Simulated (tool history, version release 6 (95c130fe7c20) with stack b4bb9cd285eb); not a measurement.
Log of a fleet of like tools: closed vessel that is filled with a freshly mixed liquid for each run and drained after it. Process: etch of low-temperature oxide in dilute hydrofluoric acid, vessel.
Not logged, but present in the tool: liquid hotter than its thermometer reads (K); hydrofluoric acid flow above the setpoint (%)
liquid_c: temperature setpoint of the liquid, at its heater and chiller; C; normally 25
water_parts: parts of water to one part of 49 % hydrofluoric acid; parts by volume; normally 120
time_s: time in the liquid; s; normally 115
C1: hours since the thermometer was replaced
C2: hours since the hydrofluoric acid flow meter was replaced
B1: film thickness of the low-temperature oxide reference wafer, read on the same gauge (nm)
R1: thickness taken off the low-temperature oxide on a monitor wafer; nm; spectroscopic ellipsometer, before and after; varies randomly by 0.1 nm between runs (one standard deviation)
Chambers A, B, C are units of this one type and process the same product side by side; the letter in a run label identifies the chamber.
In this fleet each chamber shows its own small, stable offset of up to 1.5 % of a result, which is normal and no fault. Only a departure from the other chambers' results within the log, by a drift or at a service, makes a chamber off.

{"hour": 8.9, "done": "chamber A: thermometer replaced"}
{"run": "1B", "hour": 9.7, "liquid_c": 25, "water_parts": 120, "time_s": 115, "C1": 2339.6, "C2": 352.1, "B1": 50.039, "R1": 18.491}
{"run": "2A", "hour": 16.1, "liquid_c": 25, "water_parts": 120, "time_s": 115, "C1": 7.2, "C2": 1033.9, "B1": 50.005, "R1": 18.443}
{"run": "3C", "hour": 27.0, "liquid_c": 25, "water_parts": 120, "time_s": 115, "C1": 783.8, "C2": 523.7, "B1": 50.02, "R1": 18.587}
{"run": "4C", "hour": 37.7, "liquid_c": 25, "water_parts": 120, "time_s": 115, "C1": 794.5, "C2": 534.4, "B1": 50.004, "R1": 18.285}
{"run": "5A", "hour": 43.9, "liquid_c": 21.5, "water_parts": 75, "time_s": 115, "C1": 35, "C2": 1061.7, "B1": 50.01, "R1": 27.315}
{"run": "6B", "hour": 50.6, "liquid_c": 21.5, "water_parts": 75, "time_s": 115, "C1": 2380.5, "C2": 393, "B1": 50.012, "R1": 27.415}
{"run": "7B", "hour": 60.7, "liquid_c": 21.5, "water_parts": 75, "time_s": 115, "C1": 2390.6, "C2": 403.1, "B1": 49.991, "R1": 26.969}
{"run": "8A", "hour": 69.6, "liquid_c": 25, "water_parts": 120, "time_s": 115, "C1": 60.7, "C2": 1087.4, "B1": 50.003, "R1": 18.785}
{"run": "9C", "hour": 80.4, "liquid_c": 25, "water_parts": 145, "time_s": 165, "C1": 837.2, "C2": 577.1, "B1": 49.976, "R1": 21.168}
{"run": "10C", "hour": 86.2, "liquid_c": 25, "water_parts": 145, "time_s": 165, "C1": 843, "C2": 582.9, "B1": 50, "R1": 21.155}
{"run": "11A", "hour": 92.9, "liquid_c": 25, "water_parts": 145, "time_s": 165, "C1": 84, "C2": 1110.7, "B1": 50.006, "R1": 21.492}
{"run": "12B", "hour": 100.4, "liquid_c": 25, "water_parts": 120, "time_s": 115, "C1": 2430.3, "C2": 442.8, "B1": 49.987, "R1": 18.236}
{"run": "13B", "hour": 112.0, "liquid_c": 25, "water_parts": 120, "time_s": 115, "C1": 2441.9, "C2": 454.4, "B1": 50.008, "R1": 18.317}
{"run": "14C", "hour": 122.7, "liquid_c": 25, "water_parts": 120, "time_s": 115, "C1": 879.5, "C2": 619.4, "B1": 50.012, "R1": 18.322}
{"run": "15A", "hour": 135.1, "liquid_c": 25, "water_parts": 120, "time_s": 70, "C1": 126.2, "C2": 1152.9, "B1": 50.035, "R1": 11.332}
{"run": "16A", "hour": 141.9, "liquid_c": 25, "water_parts": 120, "time_s": 70, "C1": 133, "C2": 1159.7, "B1": 49.996, "R1": 11.364}
{"run": "17C", "hour": 147.8, "liquid_c": 25, "water_parts": 120, "time_s": 70, "C1": 904.6, "C2": 644.5, "B1": 50.016, "R1": 11.185}
{"run": "18B", "hour": 157.0, "liquid_c": 25, "water_parts": 120, "time_s": 115, "C1": 2486.9, "C2": 499.4, "B1": 49.988, "R1": 18.576}
{"run": "19C", "hour": 165.9, "liquid_c": 25, "water_parts": 120, "time_s": 115, "C1": 922.7, "C2": 662.6, "B1": 49.996, "R1": 18.538}
{"run": "20A", "hour": 178.1, "liquid_c": 25, "water_parts": 120, "time_s": 115, "C1": 169.2, "C2": 1195.9, "B1": 50.025, "R1": 18.827}
{"run": "21B", "hour": 185.2, "liquid_c": 25, "water_parts": 120, "time_s": 115, "C1": 2515.1, "C2": 527.6, "B1": 50.011, "R1": 18.537}
{"run": "22A", "hour": 192.9, "liquid_c": 25, "water_parts": 120, "time_s": 115, "C1": 184, "C2": 1210.7, "B1": 50.011, "R1": 18.552}
{"run": "23C", "hour": 204.0, "liquid_c": 25, "water_parts": 120, "time_s": 115, "C1": 960.8, "C2": 700.7, "B1": 50.002, "R1": 18.499}
{"run": "24B", "hour": 214.0, "liquid_c": 25, "water_parts": 120, "time_s": 115, "C1": 2543.9, "C2": 556.4, "B1": 50.015, "R1": 18.466}
{"run": "25B", "hour": 225.5, "liquid_c": 25, "water_parts": 120, "time_s": 115, "C1": 2555.4, "C2": 567.9, "B1": 49.989, "R1": 18.621}
{"run": "26A", "hour": 233.0, "liquid_c": 25, "water_parts": 170, "time_s": 115, "C1": 224.1, "C2": 1250.8, "B1": 49.995, "R1": 12.275}
{"run": "27C", "hour": 241.3, "liquid_c": 25, "water_parts": 170, "time_s": 115, "C1": 998.1, "C2": 738, "B1": 49.989, "R1": 12.287}
{"run": "28B", "hour": 253.6, "liquid_c": 25, "water_parts": 170, "time_s": 115, "C1": 2583.5, "C2": 596, "B1": 49.998, "R1": 12.314}
{"run": "29A", "hour": 263.0, "liquid_c": 25, "water_parts": 120, "time_s": 115, "C1": 254.1, "C2": 1280.8, "B1": 49.995, "R1": 18.499}
{"hour": 272.2, "done": "chamber B: thermometer replaced"}
{"run": "30C", "hour": 274.0, "liquid_c": 25, "water_parts": 120, "time_s": 115, "C1": 1030.8, "C2": 770.7, "B1": 50.006, "R1": 18.338}
{"run": "31C", "hour": 282.4, "liquid_c": 25, "water_parts": 120, "time_s": 115, "C1": 1039.2, "C2": 779.1, "B1": 50.021, "R1": 18.368}
{"run": "32B", "hour": 291.5, "liquid_c": 25, "water_parts": 120, "time_s": 115, "C1": 19.3, "C2": 633.9, "B1": 49.994, "R1": 18.629}
{"run": "33A", "hour": 301.8, "liquid_c": 25, "water_parts": 120, "time_s": 115, "C1": 292.9, "C2": 1319.6, "B1": 49.992, "R1": 18.533}
{"run": "34B", "hour": 311.6, "liquid_c": 25, "water_parts": 120, "time_s": 115, "C1": 39.4, "C2": 654, "B1": 49.957, "R1": 18.497}
{"run": "35A", "hour": 322.0, "liquid_c": 25, "water_parts": 120, "time_s": 115, "C1": 313.1, "C2": 1339.8, "B1": 50.003, "R1": 18.545}
{"run": "36C", "hour": 332.6, "liquid_c": 25, "water_parts": 120, "time_s": 115, "C1": 1089.4, "C2": 829.3, "B1": 50.007, "R1": 18.35}
{"run": "37C", "hour": 339.5, "liquid_c": 25, "water_parts": 120, "time_s": 115, "C1": 1096.3, "C2": 836.2, "B1": 49.985, "R1": 18.356}

Which is it: a chamber that has drifted or been left off by a service, a gauge drift common to all chambers, or only each chamber's usual small offset? If a chamber is off, name it and its likeliest cause.

Nothing is wrong: each chamber keeps only its own small, steady offset and the gauge holds still.

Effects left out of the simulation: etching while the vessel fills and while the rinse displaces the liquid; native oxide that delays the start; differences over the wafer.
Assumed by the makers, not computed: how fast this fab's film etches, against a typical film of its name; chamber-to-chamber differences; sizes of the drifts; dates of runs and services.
